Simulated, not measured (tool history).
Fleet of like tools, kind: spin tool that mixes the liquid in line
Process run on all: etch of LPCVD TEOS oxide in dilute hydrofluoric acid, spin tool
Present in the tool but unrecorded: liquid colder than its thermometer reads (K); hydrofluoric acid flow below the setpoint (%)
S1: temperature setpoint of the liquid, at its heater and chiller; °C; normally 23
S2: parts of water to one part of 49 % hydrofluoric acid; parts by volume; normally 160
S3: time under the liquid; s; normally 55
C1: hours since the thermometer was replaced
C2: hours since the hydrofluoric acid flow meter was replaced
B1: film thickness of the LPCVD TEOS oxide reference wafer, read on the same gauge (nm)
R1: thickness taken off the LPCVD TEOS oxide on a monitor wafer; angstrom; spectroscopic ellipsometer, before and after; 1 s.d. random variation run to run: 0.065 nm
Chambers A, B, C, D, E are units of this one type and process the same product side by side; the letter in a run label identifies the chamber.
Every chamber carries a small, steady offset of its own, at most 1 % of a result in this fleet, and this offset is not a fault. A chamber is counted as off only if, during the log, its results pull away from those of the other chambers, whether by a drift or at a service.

Run 1A, hour 6.8: usual settings; C1 106.9; C2 159.2; B1 139.96. Result: R1 70.492 angstrom.
Run 2E, hour 10.5: usual settings; C1 63.7; C2 511.2; B1 140.01. Result: R1 71.931 angstrom.
Run 3C, hour 16.4: usual settings; C1 452.5; C2 304.9; B1 140.05. Result: R1 71.063 angstrom.
Run 4D, hour 22.6: usual settings; C1 1237.8; C2 424.8; B1 140. Result: R1 71.35 angstrom.
Run 5B, hour 28: usual settings; C1 1594.7; C2 370.7; B1 139.96. Result: R1 71.878 angstrom.
Run 6A, hour 35.3: usual settings; C1 135.4; C2 187.7; B1 140.02. Result: R1 68.702 angstrom.
Run 7E, hour 41.8: usual settings but S1 20.5 °C, S2 200 parts by volume; C1 95; C2 542.5; B1 140.01. Result: R1 49.954 angstrom.
Run 8B, hour 49.5: usual settings but S1 20.5 °C, S2 200 parts by volume; C1 1616.2; C2 392.2; B1 140.01. Result: R1 48.857 angstrom.
Run 9D, hour 55.8: usual settings but S1 20.5 °C, S2 200 parts by volume; C1 1271; C2 458; B1 140.02. Result: R1 48.792 angstrom.
Run 10C, hour 59.8: usual settings but S1 20.5 °C, S2 200 parts by volume; C1 495.9; C2 348.3; B1 139.99. Result: R1 49.631 angstrom.
Run 11B, hour 63.3: usual settings but S1 20.5 °C, S2 200 parts by volume; C1 1630; C2 406; B1 139.97. Result: R1 48.367 angstrom.
Run 12D, hour 70.5: usual settings; C1 1285.7; C2 472.7; B1 139.93. Result: R1 70.152 angstrom.
Run 13A, hour 74.9: usual settings; C1 175; C2 227.3; B1 140. Result: R1 69.891 angstrom.
Run 14C, hour 79.7: usual settings; C1 515.8; C2 368.2; B1 139.97. Result: R1 70.329 angstrom.
Run 15E, hour 83.3: usual settings; C1 136.5; C2 584; B1 139.98. Result: R1 71.016 angstrom.
Run 16E, hour 90.1: usual settings; C1 143.3; C2 590.8; B1 140.02. Result: R1 70.542 angstrom.
Run 17A, hour 94.8: usual settings; C1 194.9; C2 247.2; B1 139.93. Result: R1 69.255 angstrom.
Run 18B, hour 99.8: usual settings; C1 1666.5; C2 442.5; B1 140. Result: R1 69.785 angstrom.
Run 19C, hour 106.1: usual settings; C1 542.2; C2 394.6; B1 140.01. Result: R1 70.498 angstrom.
Run 20D, hour 110.5: usual settings; C1 1325.7; C2 512.7; B1 140. Result: R1 70.272 angstrom.
Run 21D, hour 117.8: usual settings; C1 1333; C2 520; B1 139.99. Result: R1 70.462 angstrom.
Run 22B, hour 124.5: usual settings; C1 1691.2; C2 467.2; B1 140.01. Result: R1 69.665 angstrom.
Run 23E, hour 129.2: usual settings but S1 27 °C, S3 35 s; C1 182.4; C2 629.9; B1 140.05. Result: R1 51.961 angstrom.
Run 24C, hour 134.8: usual settings but S1 27 °C, S3 35 s; C1 570.9; C2 423.3; B1 139.99. Result: R1 51.973 angstrom.
Run 25A, hour 138.4: usual settings but S1 27 °C, S3 35 s; C1 238.5; C2 290.8; B1 140.02. Result: R1 52.098 angstrom.
Run 26C, hour 143.7: usual settings but S1 27 °C, S3 35 s; C1 579.8; C2 432.2; B1 140.02. Result: R1 52.298 angstrom.
Run 27A, hour 151: usual settings but S1 27 °C, S3 35 s; C1 251.1; C2 303.4; B1 139.98. Result: R1 52.286 angstrom.
Run 28E, hour 158.3: usual settings; C1 211.5; C2 659; B1 139.99. Result: R1 72.203 angstrom.
Run 29D, hour 163.3: usual settings; C1 1378.5; C2 565.5; B1 140.07. Result: R1 69.458 angstrom.
Run 30B, hour 169.4: usual settings; C1 1736.1; C2 512.1; B1 139.98. Result: R1 70.147 angstrom.
Run 31B, hour 174.8: usual settings; C1 1741.5; C2 517.5; B1 140.05. Result: R1 70.731 angstrom.
Run 32D, hour 180.7: usual settings; C1 1395.9; C2 582.9; B1 139.99. Result: R1 70.892 angstrom.
Run 33C, hour 184.9: usual settings; C1 621; C2 473.4; B1 139.94. Result: R1 69.541 angstrom.
Run 34E, hour 192: usual settings but S2 215 parts by volume; C1 245.2; C2 692.7; B1 140.02. Result: R1 49.06 angstrom.
Run 35A, hour 199.3: usual settings but S2 215 parts by volume; C1 299.4; C2 351.7; B1 139.97. Result: R1 47.904 angstrom.
Run 36A, hour 204.8: usual settings but S2 215 parts by volume; C1 304.9; C2 357.2; B1 139.98. Result: R1 49.662 angstrom.
Run 37E, hour 209.8: usual settings but S2 215 parts by volume; C1 263; C2 710.5; B1 139.98. Result: R1 49.918 angstrom.

Predict what each chamber gives when all 5 of them run the settings below next.
Run 38A, hour 215.4: usual settings but S1 20 °C. Result: R1 ?.
Run 38B, hour 215.4: usual settings but S1 20 °C. Result: R1 ?.
Run 38C, hour 215.4: usual settings but S1 20 °C. Result: R1 ?.
Run 38D, hour 215.4: usual settings but S1 20 °C. Result: R1 ?.
Run 38E, hour 215.4: usual settings but S1 20 °C. Result: R1 ?.

run      R1
38A  62.139
38B   63.75
38C  62.729
38D  62.373
38E  64.485
